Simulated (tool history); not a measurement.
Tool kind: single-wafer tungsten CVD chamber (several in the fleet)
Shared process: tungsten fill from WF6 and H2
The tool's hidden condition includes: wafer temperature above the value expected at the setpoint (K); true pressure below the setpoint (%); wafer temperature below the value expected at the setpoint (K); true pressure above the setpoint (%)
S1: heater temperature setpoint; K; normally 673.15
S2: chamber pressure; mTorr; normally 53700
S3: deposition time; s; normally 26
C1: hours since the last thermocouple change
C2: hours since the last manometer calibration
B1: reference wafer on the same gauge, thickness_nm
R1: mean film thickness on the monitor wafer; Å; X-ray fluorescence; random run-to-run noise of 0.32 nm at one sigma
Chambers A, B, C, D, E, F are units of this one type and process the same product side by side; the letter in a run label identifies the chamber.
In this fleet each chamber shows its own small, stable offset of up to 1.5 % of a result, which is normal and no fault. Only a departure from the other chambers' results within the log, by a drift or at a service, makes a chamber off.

{"run": "1A", "hour": 9.1, "S1": 673.15, "S2": 53700, "S3": 26, "C1": 20.5, "C2": 157.4, "B1": 113.67, "R1": 995.85}
{"run": "2F", "hour": 16.3, "S1": 673.15, "S2": 53700, "S3": 26, "C1": 112.6, "C2": 498.2, "B1": 113.69, "R1": 996.62}
{"run": "3E", "hour": 27.1, "S1": 673.15, "S2": 53700, "S3": 26, "C1": 127.9, "C2": 2098.6, "B1": 113.69, "R1": 998.37}
{"run": "4D", "hour": 34.5, "S1": 673.15, "S2": 53700, "S3": 26, "C1": 1748, "C2": 1582.7, "B1": 113.65, "R1": 997.89}
{"run": "5B", "hour": 46.8, "S1": 673.15, "S2": 53700, "S3": 26, "C1": 501.6, "C2": 1574.3, "B1": 113.66, "R1": 998.19}
{"run": "6C", "hour": 55.9, "S1": 673.15, "S2": 53700, "S3": 26, "C1": 554.2, "C2": 1106.1, "B1": 113.66, "R1": 995.6}
{"run": "7B", "hour": 66.8, "S1": 673.15, "S2": 53700, "S3": 26, "C1": 521.6, "C2": 1594.3, "B1": 113.69, "R1": 1001.9}
{"run": "8E", "hour": 79.4, "S1": 673.15, "S2": 53700, "S3": 26, "C1": 180.2, "C2": 2150.9, "B1": 113.67, "R1": 1004.7}
{"run": "9C", "hour": 85.1, "S1": 673.15, "S2": 53700, "S3": 26, "C1": 583.4, "C2": 1135.3, "B1": 113.64, "R1": 992.38}
{"run": "10A", "hour": 95.8, "S1": 673.15, "S2": 53700, "S3": 26, "C1": 107.2, "C2": 244.1, "B1": 113.73, "R1": 989.46}
{"run": "11F", "hour": 103.5, "S1": 673.15, "S2": 53700, "S3": 26, "C1": 199.8, "C2": 585.4, "B1": 113.71, "R1": 995.14}
{"run": "12D", "hour": 111.5, "S1": 673.15, "S2": 53700, "S3": 26, "C1": 1825, "C2": 1659.7, "B1": 113.66, "R1": 991.9}
{"run": "13B", "hour": 120.6, "S1": 673.15, "S2": 53700, "S3": 26, "C1": 575.4, "C2": 1648.1, "B1": 113.74, "R1": 996.09}
{"run": "14C", "hour": 127.1, "S1": 673.15, "S2": 53700, "S3": 26, "C1": 625.4, "C2": 1177.3, "B1": 113.69, "R1": 990.83}
{"run": "15E", "hour": 137.2, "S1": 673.15, "S2": 53700, "S3": 26, "C1": 238, "C2": 2208.7, "B1": 113.73, "R1": 1003.6}
{"run": "16F", "hour": 148.3, "S1": 668.15, "S2": 53700, "S3": 26, "C1": 244.6, "C2": 630.2, "B1": 113.65, "R1": 912.84}
{"run": "17A", "hour": 159.5, "S1": 668.15, "S2": 53700, "S3": 26, "C1": 170.9, "C2": 307.8, "B1": 113.66, "R1": 901.69}
{"run": "18D", "hour": 168.0, "S1": 668.15, "S2": 53700, "S3": 26, "C1": 1881.5, "C2": 1716.2, "B1": 113.8, "R1": 900.09}
{"run": "19E", "hour": 180.6, "S1": 668.15, "S2": 53700, "S3": 26, "C1": 281.4, "C2": 2252.1, "B1": 113.66, "R1": 910.52}
{"run": "20A", "hour": 192.9, "S1": 668.15, "S2": 53700, "S3": 26, "C1": 204.3, "C2": 341.2, "B1": 113.67, "R1": 909.45}
{"run": "21D", "hour": 199.2, "S1": 668.15, "S2": 53700, "S3": 26, "C1": 1912.7, "C2": 1747.4, "B1": 113.68, "R1": 900.59}
{"run": "22C", "hour": 205.8, "S1": 673.15, "S2": 53700, "S3": 26, "C1": 704.1, "C2": 1256, "B1": 113.73, "R1": 988.87}
{"run": "23B", "hour": 216.4, "S1": 673.15, "S2": 53700, "S3": 22.5, "C1": 671.2, "C2": 1743.9, "B1": 113.72, "R1": 865.12}
{"run": "24F", "hour": 225.8, "S1": 673.15, "S2": 53700, "S3": 22.5, "C1": 322.1, "C2": 707.7, "B1": 113.77, "R1": 860.88}
{"run": "25A", "hour": 238.5, "S1": 673.15, "S2": 53700, "S3": 22.5, "C1": 249.9, "C2": 386.8, "B1": 113.65, "R1": 861.89}
{"run": "26E", "hour": 249.2, "S1": 673.15, "S2": 53700, "S3": 22.5, "C1": 350, "C2": 2320.7, "B1": 113.78, "R1": 874.31}
{"run": "27C", "hour": 259.6, "S1": 673.15, "S2": 53700, "S3": 22.5, "C1": 757.9, "C2": 1309.8, "B1": 113.79, "R1": 860.16}
{"run": "28B", "hour": 269.7, "S1": 673.15, "S2": 53700, "S3": 22.5, "C1": 724.5, "C2": 1797.2, "B1": 113.79, "R1": 861.17}
{"run": "29F", "hour": 281.4, "S1": 673.15, "S2": 53700, "S3": 26, "C1": 377.7, "C2": 763.3, "B1": 113.8, "R1": 1001.7}
{"run": "30D", "hour": 290.1, "S1": 673.15, "S2": 53700, "S3": 26, "C1": 2003.6, "C2": 1838.3, "B1": 113.77, "R1": 989.6}
{"run": "31D", "hour": 296.3, "S1": 673.15, "S2": 53700, "S3": 26, "C1": 2009.8, "C2": 1844.5, "B1": 113.75, "R1": 988.73}
{"run": "32F", "hour": 303.9, "S1": 673.15, "S2": 53700, "S3": 26, "C1": 400.2, "C2": 785.8, "B1": 113.71, "R1": 998.32}
{"hour": 307.3, "done": "chamber C: capacitance manometer re-zeroed and calibrated"}
{"run": "33E", "hour": 312.4, "S1": 673.15, "S2": 53700, "S3": 26, "C1": 413.2, "C2": 2383.9, "B1": 113.64, "R1": 995.88}
{"run": "34C", "hour": 322.2, "S1": 673.15, "S2": 53700, "S3": 26, "C1": 820.5, "C2": 14.9, "B1": 113.73, "R1": 989.62}
{"run": "35A", "hour": 329.6, "S1": 673.15, "S2": 53700, "S3": 26, "C1": 341, "C2": 477.9, "B1": 113.77, "R1": 995.47}
{"run": "36B", "hour": 338.4, "S1": 673.15, "S2": 53700, "S3": 26, "C1": 793.2, "C2": 1865.9, "B1": 113.68, "R1": 998.65}
{"run": "37C", "hour": 348.1, "S1": 673.15, "S2": 53700, "S3": 28.5, "C1": 846.4, "C2": 40.8, "B1": 113.72, "R1": 1091.9}
{"run": "38E", "hour": 358.0, "S1": 673.15, "S2": 53700, "S3": 28.5, "C1": 458.8, "C2": 2429.5, "B1": 113.59, "R1": 1099.4}
{"run": "39B", "hour": 369.7, "S1": 673.15, "S2": 53700, "S3": 28.5, "C1": 824.5, "C2": 1897.2, "B1": 113.61, "R1": 1093.6}
{"run": "40D", "hour": 380.4, "S1": 673.15, "S2": 53700, "S3": 28.5, "C1": 2093.9, "C2": 1928.6, "B1": 113.61, "R1": 1081.7}

Each of the 6 chambers runs these same settings next. Fill in every chamber's results:
{"run": "41A", "hour": 389.5, "S1": 673.15, "S2": 53700, "S3": 21.2, "R1": "?"}
{"run": "41B", "hour": 389.5, "S1": 673.15, "S2": 53700, "S3": 21.2, "R1": "?"}
{"run": "41C", "hour": 389.5, "S1": 673.15, "S2": 53700, "S3": 21.2, "R1": "?"}
{"run": "41D", "hour": 389.5, "S1": 673.15, "S2": 53700, "S3": 21.2, "R1": "?"}
{"run": "41E", "hour": 389.5, "S1": 673.15, "S2": 53700, "S3": 21.2, "R1": "?"}
{"run": "41F", "hour": 389.5, "S1": 673.15, "S2": 53700, "S3": 21.2, "R1": "?"}

run=41A R1=814.16
run=41B R1=810.88
run=41C R1=810.61
run=41D R1=804.83
run=41E R1=820.2
run=41F R1=812.84
